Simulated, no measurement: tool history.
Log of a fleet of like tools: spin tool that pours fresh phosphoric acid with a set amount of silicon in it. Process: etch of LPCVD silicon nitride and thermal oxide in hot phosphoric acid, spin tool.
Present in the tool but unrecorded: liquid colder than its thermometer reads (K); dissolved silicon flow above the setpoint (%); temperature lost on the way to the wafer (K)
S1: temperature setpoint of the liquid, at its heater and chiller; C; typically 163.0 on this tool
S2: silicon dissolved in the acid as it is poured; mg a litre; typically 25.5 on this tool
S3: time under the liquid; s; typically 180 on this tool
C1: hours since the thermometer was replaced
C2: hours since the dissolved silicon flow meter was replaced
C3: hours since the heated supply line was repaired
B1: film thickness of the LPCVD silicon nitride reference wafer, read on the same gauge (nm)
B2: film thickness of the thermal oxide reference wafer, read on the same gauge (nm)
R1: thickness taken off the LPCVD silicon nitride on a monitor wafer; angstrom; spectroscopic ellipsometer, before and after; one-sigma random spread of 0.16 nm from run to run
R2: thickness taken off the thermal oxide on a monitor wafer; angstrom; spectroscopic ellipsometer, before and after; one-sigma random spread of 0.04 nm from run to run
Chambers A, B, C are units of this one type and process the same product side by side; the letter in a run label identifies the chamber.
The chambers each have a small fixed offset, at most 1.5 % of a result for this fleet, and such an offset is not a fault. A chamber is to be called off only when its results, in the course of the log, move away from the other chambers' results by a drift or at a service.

Run 1B, hour 5.1: usual settings; C1 1494.8; C2 228.5; C3 641.3; B1 80.013; B2 39.986. Result: R1 182.830 angstrom, R2 3.4498 angstrom.
Run 2C, hour 12.1: usual settings; C1 2109.3; C2 1352.6; C3 552.5; B1 79.996; B2 39.996. Result: R1 183.450 angstrom, R2 3.2441 angstrom.
Run 3A, hour 19.0: usual settings; C1 670.1; C2 220.0; C3 3061.4; B1 80.002; B2 40.002. Result: R1 184.480 angstrom, R2 3.6513 angstrom.
Run 4A, hour 25.8: usual settings; C1 676.9; C2 226.8; C3 3068.2; B1 80.020; B2 40.003. Result: R1 184.530 angstrom, R2 2.8965 angstrom.
Run 5C, hour 29.8: usual settings; C1 2127.0; C2 1370.3; C3 570.2; B1 80.005; B2 39.999. Result: R1 182.780 angstrom, R2 3.2476 angstrom.
Run 6B, hour 33.9: usual settings; C1 1523.6; C2 257.3; C3 670.1; B1 80.010; B2 39.990. Result: R1 183.730 angstrom, R2 3.3084 angstrom.
Run 7C, hour 42.4: usual settings; C1 2139.6; C2 1382.9; C3 582.8; B1 79.998; B2 40.005. Result: R1 180.340 angstrom, R2 3.6064 angstrom.
Run 8A, hour 47.4: usual settings; C1 698.5; C2 248.4; C3 3089.8; B1 79.988; B2 39.999. Result: R1 181.520 angstrom, R2 3.0107 angstrom.
Run 9B, hour 52.0: usual settings; C1 1541.7; C2 275.4; C3 688.2; B1 80.004; B2 39.997. Result: R1 183.110 angstrom, R2 3.4916 angstrom.
Run 10C, hour 59.0: usual settings; C1 2156.2; C2 1399.5; C3 599.4; B1 79.988; B2 39.996. Result: R1 182.320 angstrom, R2 3.2171 angstrom.
Run 11A, hour 67.1: usual settings; C1 718.2; C2 268.1; C3 3109.5; B1 79.987; B2 40.009. Result: R1 181.880 angstrom, R2 3.0695 angstrom.
Run 12B, hour 72.9: usual settings; C1 1562.6; C2 296.3; C3 709.1; B1 80.012; B2 39.977. Result: R1 184.480 angstrom, R2 3.4492 angstrom.
Run 13C, hour 81.5: usual settings; C1 2178.7; C2 1422.0; C3 621.9; B1 80.002; B2 39.996. Result: R1 179.880 angstrom, R2 3.2164 angstrom.
Run 14A, hour 88.5: usual settings; C1 739.6; C2 289.5; C3 3130.9; B1 80.002; B2 39.987. Result: R1 184.400 angstrom, R2 3.5041 angstrom.
Run 15B, hour 92.5: usual settings; C1 1582.2; C2 315.9; C3 728.7; B1 80.002; B2 39.979. Result: R1 182.880 angstrom, R2 2.2798 angstrom.
Run 16C, hour 101.7: usual settings; C1 2198.9; C2 1442.2; C3 642.1; B1 79.991; B2 40.000. Result: R1 179.420 angstrom, R2 3.4387 angstrom.
Run 17A, hour 107.9: usual settings; C1 759.0; C2 308.9; C3 3150.3; B1 80.028; B2 39.988. Result: R1 183.970 angstrom, R2 2.8063 angstrom.
Run 18B, hour 111.9: usual settings; C1 1601.6; C2 335.3; C3 748.1; B1 80.012; B2 40.024. Result: R1 182.560 angstrom, R2 3.0442 angstrom.
Run 19A, hour 119.3: usual settings; C1 770.4; C2 320.3; C3 3161.7; B1 79.998; B2 40.003. Result: R1 184.150 angstrom, R2 4.1320 angstrom.
Run 20B, hour 123.3: usual settings; C1 1613.0; C2 346.7; C3 759.5; B1 79.994; B2 40.017. Result: R1 184.520 angstrom, R2 2.5295 angstrom.
Run 21C, hour 129.0: usual settings; C1 2226.2; C2 1469.5; C3 669.4; B1 80.013; B2 39.990. Result: R1 180.070 angstrom, R2 2.6150 angstrom.
Run 22B, hour 134.7: usual settings; C1 1624.4; C2 358.1; C3 770.9; B1 80.015; B2 39.989. Result: R1 183.510 angstrom, R2 3.7137 angstrom.
Run 23C, hour 141.3: usual settings; C1 2238.5; C2 1481.8; C3 681.7; B1 79.996; B2 40.022. Result: R1 176.220 angstrom, R2 3.4652 angstrom.
Run 24A, hour 149.1: usual settings; C1 800.2; C2 350.1; C3 3191.5; B1 79.987; B2 40.000. Result: R1 183.050 angstrom, R2 2.9706 angstrom.
Run 25A, hour 156.3: usual settings; C1 807.4; C2 357.3; C3 3198.7; B1 79.979; B2 39.990. Result: R1 180.670 angstrom, R2 2.8793 angstrom.
Run 26B, hour 162.9: usual settings but S1 161.0 C; C1 1652.6; C2 386.3; C3 799.1; B1 80.018; B2 39.991. Result: R1 173.360 angstrom, R2 2.9759 angstrom.
Run 27C, hour 172.1: usual settings but S1 161.0 C; C1 2269.3; C2 1512.6; C3 712.5; B1 79.997; B2 39.976. Result: R1 162.470 angstrom, R2 2.9431 angstrom.
Run 28A, hour 177.0: usual settings but S1 161.0 C; C1 828.1; C2 378.0; C3 3219.4; B1 80.001; B2 40.015. Result: R1 170.440 angstrom, R2 2.7830 angstrom.
Run 29C, hour 183.4: usual settings; C1 2280.6; C2 1523.9; C3 723.8; B1 79.987; B2 39.990. Result: R1 175.740 angstrom, R2 3.1329 angstrom.
Run 30B, hour 188.5: usual settings; C1 1678.2; C2 411.9; C3 824.7; B1 79.991; B2 39.979. Result: R1 182.790 angstrom, R2 3.2330 angstrom.
Run 31B, hour 195.2: usual settings; C1 1684.9; C2 418.6; C3 831.4; B1 80.012; B2 39.978. Result: R1 181.730 angstrom, R2 3.0824 angstrom.
Run 32C, hour 201.9: usual settings; C1 2299.1; C2 1542.4; C3 742.3; B1 79.982; B2 39.994. Result: R1 175.840 angstrom, R2 3.0757 angstrom.
Run 33A, hour 207.9: usual settings; C1 859.0; C2 408.9; C3 3250.3; B1 79.999; B2 39.985. Result: R1 183.700 angstrom, R2 3.4986 angstrom.
Run 34A, hour 215.3: usual settings but S1 161.5 C, S2 42.0 mg a litre; C1 866.4; C2 416.3; C3 3257.7; B1 79.976; B2 39.982. Result: R1 174.610 angstrom, R2 1.5071 angstrom.
Run 35C, hour 219.4: usual settings but S1 161.5 C, S2 42.0 mg a litre; C1 2316.6; C2 1559.9; C3 759.8; B1 80.002; B2 40.004. Result: R1 164.320 angstrom, R2 1.1912 angstrom.
Run 36B, hour 228.2: usual settings but S1 161.5 C, S2 42.0 mg a litre; C1 1717.9; C2 451.6; C3 864.4; B1 80.002; B2 40.002. Result: R1 176.020 angstrom, R2 1.2001 angstrom.
Run 37B, hour 232.7: usual settings; C1 1722.4; C2 456.1; C3 868.9; B1 79.996; B2 39.987. Result: R1 180.310 angstrom, R2 2.6020 angstrom.
Run 38C, hour 239.7: usual settings but S3 280 s; C1 2336.9; C2 1580.2; C3 780.1; B1 79.996; B2 40.008. Result: R1 264.610 angstrom, R2 3.7634 angstrom.
Run 39A, hour 245.3: usual settings but S3 280 s; C1 896.4; C2 446.3; C3 3287.7; B1 80.002; B2 39.983. Result: R1 287.000 angstrom, R2 5.3438 angstrom.
Run 40A, hour 250.5: usual settings but S3 280 s; C1 901.6; C2 451.5; C3 3292.9; B1 80.005; B2 39.970. Result: R1 282.440 angstrom, R2 5.1119 angstrom.

Is one chamber out of step, is the gauge drifting, or do the chambers differ by no more than their own small offsets? For an off chamber, give its letter and the likeliest cause.

Little by little, chamber C moves away from the other chambers.
Most likely cause: temperature lost on the way to the wafer (K) = 1.53.
The log may not tell that from: liquid colder than its thermometer reads (K).

Which of the 4 candidates below, each the usual settings with something changed and its results left as question marks, puts chamber C back in line with what the other chambers give on the usual settings?
In line here means within this much of the mean the other chambers give on the usual settings: R1 5.500 angstrom; R2 1.4000 angstrom
Run 41C-1, hour 257.1: usual settings but S2 21.5 mg a litre, S3 200 s. Result: R1 ?, R2 ?.
Run 41C-2, hour 257.1: usual settings but S2 27.5 mg a litre, S3 170 s. Result: R1 ?, R2 ?.
Run 41C-3, hour 257.1: usual settings but S2 29.5 mg a litre, S3 160 s. Result: R1 ?, R2 ?.
Run 41C-4, hour 257.1: usual settings but S2 23.5 mg a litre, S3 190 s. Result: R1 ?, R2 ?.

Other chambers, usual settings, mean: R1 183.080 angstrom; R2 3.3498 angstrom
  run       R1      R2
41C-1  190.730  4.0147
41C-2  162.120  2.8013
41C-3  152.590  2.4448
41C-4  181.200  3.5863
41C-4 brings the chamber back in line.
